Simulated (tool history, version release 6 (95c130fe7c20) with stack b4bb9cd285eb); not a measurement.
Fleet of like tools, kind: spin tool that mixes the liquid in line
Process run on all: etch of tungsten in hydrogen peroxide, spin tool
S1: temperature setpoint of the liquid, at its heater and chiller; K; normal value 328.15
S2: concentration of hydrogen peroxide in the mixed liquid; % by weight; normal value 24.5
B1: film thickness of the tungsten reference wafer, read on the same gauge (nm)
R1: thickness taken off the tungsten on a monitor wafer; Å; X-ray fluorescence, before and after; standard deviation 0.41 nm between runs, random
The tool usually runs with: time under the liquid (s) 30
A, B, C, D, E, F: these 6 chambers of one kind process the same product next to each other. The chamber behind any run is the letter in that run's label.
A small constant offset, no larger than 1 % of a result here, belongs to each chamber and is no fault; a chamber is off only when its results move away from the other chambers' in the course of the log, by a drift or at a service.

run 1F day=0.167 | S1=328.15 S2=24.5 time_under_the_liquid_(s)=30 | B1=110.00 | R1=612.29
run 2E day=0.512 | S1=328.15 S2=24.5 time_under_the_liquid_(s)=30 | B1=110.03 | R1=617.28
run 3C day=0.862 | S1=328.15 S2=24.5 time_under_the_liquid_(s)=30 | B1=109.98 | R1=626.56
run 4B day=1.042 | S1=328.15 S2=24.5 time_under_the_liquid_(s)=30 | B1=110.01 | R1=626.50
run 5D day=1.254 | S1=328.15 S2=24.5 time_under_the_liquid_(s)=30 | B1=109.96 | R1=621.17
run 6A day=1.442 | S1=328.15 S2=24.5 time_under_the_liquid_(s)=30 | B1=110.00 | R1=618.46
run 7B day=1.762 | S1=328.15 S2=29.0 time_under_the_liquid_(s)=30 | B1=110.04 | R1=669.75
run 8D day=2.025 | S1=328.15 S2=29.0 time_under_the_liquid_(s)=30 | B1=110.00 | R1=673.33
run 9C day=2.204 | S1=328.15 S2=29.0 time_under_the_liquid_(s)=30 | B1=109.99 | R1=668.66
run 10E day=2.562 | S1=328.15 S2=29.0 time_under_the_liquid_(s)=30 | B1=110.00 | R1=673.38
run 11F day=2.817 | S1=328.15 S2=29.0 time_under_the_liquid_(s)=30 | B1=109.96 | R1=663.39
run 12A day=3.042 | S1=328.15 S2=29.0 time_under_the_liquid_(s)=30 | B1=109.97 | R1=667.88
run 13E day=3.275 | S1=328.15 S2=24.5 time_under_the_liquid_(s)=30 | B1=110.01 | R1=617.18
run 14F day=3.454 | S1=328.15 S2=24.5 time_under_the_liquid_(s)=30 | B1=109.98 | R1=620.66
-- day=3.625 chamber C: peroxide flow meter replaced
run 15B day=3.775 | S1=328.15 S2=24.5 time_under_the_liquid_(s)=30 | B1=109.98 | R1=617.72
run 16C day=4.129 | S1=328.15 S2=24.5 time_under_the_liquid_(s)=30 | B1=110.01 | R1=621.52
run 17D day=4.296 | S1=328.15 S2=24.5 time_under_the_liquid_(s)=30 | B1=110.00 | R1=617.22
run 18A day=4.546 | S1=328.15 S2=24.5 time_under_the_liquid_(s)=30 | B1=110.03 | R1=618.30
run 19C day=4.738 | S1=328.15 S2=24.5 time_under_the_liquid_(s)=30 | B1=109.95 | R1=626.21
run 20A day=4.962 | S1=328.15 S2=24.5 time_under_the_liquid_(s)=30 | B1=110.02 | R1=618.49
-- day=5.179 chamber C: thermometer replaced
run 21F day=5.179 | S1=328.15 S2=24.5 time_under_the_liquid_(s)=30 | B1=110.03 | R1=615.81
run 22B day=5.388 | S1=328.15 S2=24.5 time_under_the_liquid_(s)=30 | B1=110.00 | R1=620.32
run 23E day=5.617 | S1=328.15 S2=24.5 time_under_the_liquid_(s)=30 | B1=109.97 | R1=613.57
run 24D day=5.908 | S1=328.15 S2=24.5 time_under_the_liquid_(s)=30 | B1=109.99 | R1=623.15
run 25F day=6.271 | S1=328.15 S2=24.5 time_under_the_liquid_(s)=30 | B1=109.99 | R1=609.18
run 26E day=6.529 | S1=328.15 S2=18.5 time_under_the_liquid_(s)=50 | B1=110.02 | R1=896.58
run 27D day=6.738 | S1=328.15 S2=18.5 time_under_the_liquid_(s)=50 | B1=110.01 | R1=912.64
run 28A day=7.017 | S1=328.15 S2=18.5 time_under_the_liquid_(s)=50 | B1=110.00 | R1=902.86
run 29C day=7.358 | S1=328.15 S2=18.5 time_under_the_liquid_(s)=50 | B1=110.05 | R1=911.95
run 30B day=7.525 | S1=328.15 S2=18.5 time_under_the_liquid_(s)=50 | B1=110.04 | R1=905.48
run 31E day=7.896 | S1=328.15 S2=18.5 time_under_the_liquid_(s)=50 | B1=109.98 | R1=896.15
run 32A day=8.162 | S1=328.15 S2=24.5 time_under_the_liquid_(s)=30 | B1=109.96 | R1=613.57
run 33C day=8.508 | S1=328.15 S2=24.5 time_under_the_liquid_(s)=30 | B1=109.99 | R1=622.09
run 34D day=8.762 | S1=328.15 S2=21.0 time_under_the_liquid_(s)=20 | B1=110.06 | R1=386.38
run 35F day=9.062 | S1=328.15 S2=21.0 time_under_the_liquid_(s)=20 | B1=110.01 | R1=379.28
run 36B day=9.388 | S1=328.15 S2=21.0 time_under_the_liquid_(s)=20 | B1=110.03 | R1=377.02
run 37D day=9.712 | S1=328.15 S2=21.0 time_under_the_liquid_(s)=20 | B1=109.99 | R1=382.05
run 38C day=9.888 | S1=328.15 S2=21.0 time_under_the_liquid_(s)=20 | B1=110.02 | R1=386.92
run 39E day=10.142 | S1=328.15 S2=21.0 time_under_the_liquid_(s)=20 | B1=110.00 | R1=380.31
run 40A day=10.404 | S1=328.15 S2=24.5 time_under_the_liquid_(s)=30 | B1=110.02 | R1=617.96

Next, every chamber runs the same settings. What will each give?
run 41A day=10.675 | S1=328.15 S2=24.5 time_under_the_liquid_(s)=45 | R1=?
run 41B day=10.675 | S1=328.15 S2=24.5 time_under_the_liquid_(s)=45 | R1=?
run 41C day=10.675 | S1=328.15 S2=24.5 time_under_the_liquid_(s)=45 | R1=?
run 41D day=10.675 | S1=328.15 S2=24.5 time_under_the_liquid_(s)=45 | R1=?
run 41E day=10.675 | S1=328.15 S2=24.5 time_under_the_liquid_(s)=45 | R1=?
run 41F day=10.675 | S1=328.15 S2=24.5 time_under_the_liquid_(s)=45 | R1=?

run=41A R1=921.89
run=41B R1=929.10
run=41C R1=938.98
run=41D R1=935.61
run=41E R1=928.36
run=41F R1=920.74
